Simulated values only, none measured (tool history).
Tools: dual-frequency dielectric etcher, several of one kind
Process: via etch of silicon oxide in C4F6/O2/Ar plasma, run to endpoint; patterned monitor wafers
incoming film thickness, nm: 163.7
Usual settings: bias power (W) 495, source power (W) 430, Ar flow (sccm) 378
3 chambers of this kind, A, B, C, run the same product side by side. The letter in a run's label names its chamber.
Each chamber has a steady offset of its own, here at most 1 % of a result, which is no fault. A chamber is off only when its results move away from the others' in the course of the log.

At hour 1.4: chamber A: wet clean of the chamber.
Run 1C, hour 5.1: usual settings. Result: endpoint time (s) 36.474.
Run 2B, hour 9.4: usual settings. Result: endpoint time (s) 36.166.
Run 3A, hour 15.8: usual settings. Result: endpoint time (s) 35.984.
Run 4C, hour 22.5: usual settings. Result: endpoint time (s) 36.533.
Run 5A, hour 27.4: usual settings. Result: endpoint time (s) 36.197.
Run 6B, hour 34.3: usual settings. Result: endpoint time (s) 35.912.
Run 7A, hour 41.4: usual settings but source power (W) 530. Result: endpoint time (s) 33.434.
Run 8C, hour 48.2: usual settings but source power (W) 530. Result: endpoint time (s) 33.976.
Run 9B, hour 52.9: usual settings but source power (W) 530. Result: endpoint time (s) 33.506.
Run 10B, hour 58.9: usual settings. Result: endpoint time (s) 36.47.
Run 11A, hour 62.9: usual settings but bias power (W) 444, Ar flow (sccm) 287. Result: endpoint time (s) 36.86.
Run 12C, hour 67.5: usual settings but bias power (W) 444, Ar flow (sccm) 287. Result: endpoint time (s) 36.929.
At hour 72.2: chamber C: wet clean of the chamber.
Run 13C, hour 72.3: usual settings but bias power (W) 444, Ar flow (sccm) 287. Result: endpoint time (s) 38.31.
Run 14B, hour 75.6: usual settings. Result: endpoint time (s) 36.44.
Run 15A, hour 82: usual settings. Result: endpoint time (s) 36.143.
Run 16A, hour 85.7: usual settings. Result: endpoint time (s) 36.061.
Run 17C, hour 92.8: usual settings. Result: endpoint time (s) 37.325.
Run 18B, hour 98.9: usual settings but source power (W) 350, Ar flow (sccm) 450. Result: endpoint time (s) 39.801.
Run 19B, hour 104.9: usual settings but source power (W) 350, Ar flow (sccm) 450. Result: endpoint time (s) 39.896.
Run 20C, hour 110.5: usual settings but source power (W) 350, Ar flow (sccm) 450. Result: endpoint time (s) 41.692.
Run 21A, hour 115.9: usual settings. Result: endpoint time (s) 36.189.
Run 22C, hour 121: usual settings. Result: endpoint time (s) 37.634.
Run 23A, hour 127.5: usual settings. Result: endpoint time (s) 36.101.
Run 24B, hour 134.3: usual settings but source power (W) 530, Ar flow (sccm) 463. Result: endpoint time (s) 33.956.

Is one chamber off against the others, does the gauge drift, or is nothing wrong? If a chamber is off, say which, and what the likeliest cause is.

A service left chamber C off against the others.
Cause: etch rate under this chamber's usual, % = 3.31.

Here are 4 candidates for chamber C's next run, each the usual settings with a change, their results left as question marks. Which one brings its results back in line with what the others give on the usual settings?
In line means no further than this from the other chambers' mean on the usual settings: endpoint time (s) 0.52
Run 25C-1, hour 139.4: usual settings but bias power (W) 505, source power (W) 440, Ar flow (sccm) 376. Result: endpoint time (s) ?.
Run 25C-2, hour 139.4: usual settings but bias power (W) 473. Result: endpoint time (s) ?.
Run 25C-3, hour 139.4: usual settings but Ar flow (sccm) 246. Result: endpoint time (s) ?.
Run 25C-4, hour 139.4: usual settings but bias power (W) 439. Result: endpoint time (s) ?.

The other chambers' mean on the usual settings: endpoint time (s) 36.157
  run  endpoint time (s)
25C-1             37.086
25C-2             38.353
25C-3             35.966
25C-4             39.424
25C-3 brings the chamber back in line.

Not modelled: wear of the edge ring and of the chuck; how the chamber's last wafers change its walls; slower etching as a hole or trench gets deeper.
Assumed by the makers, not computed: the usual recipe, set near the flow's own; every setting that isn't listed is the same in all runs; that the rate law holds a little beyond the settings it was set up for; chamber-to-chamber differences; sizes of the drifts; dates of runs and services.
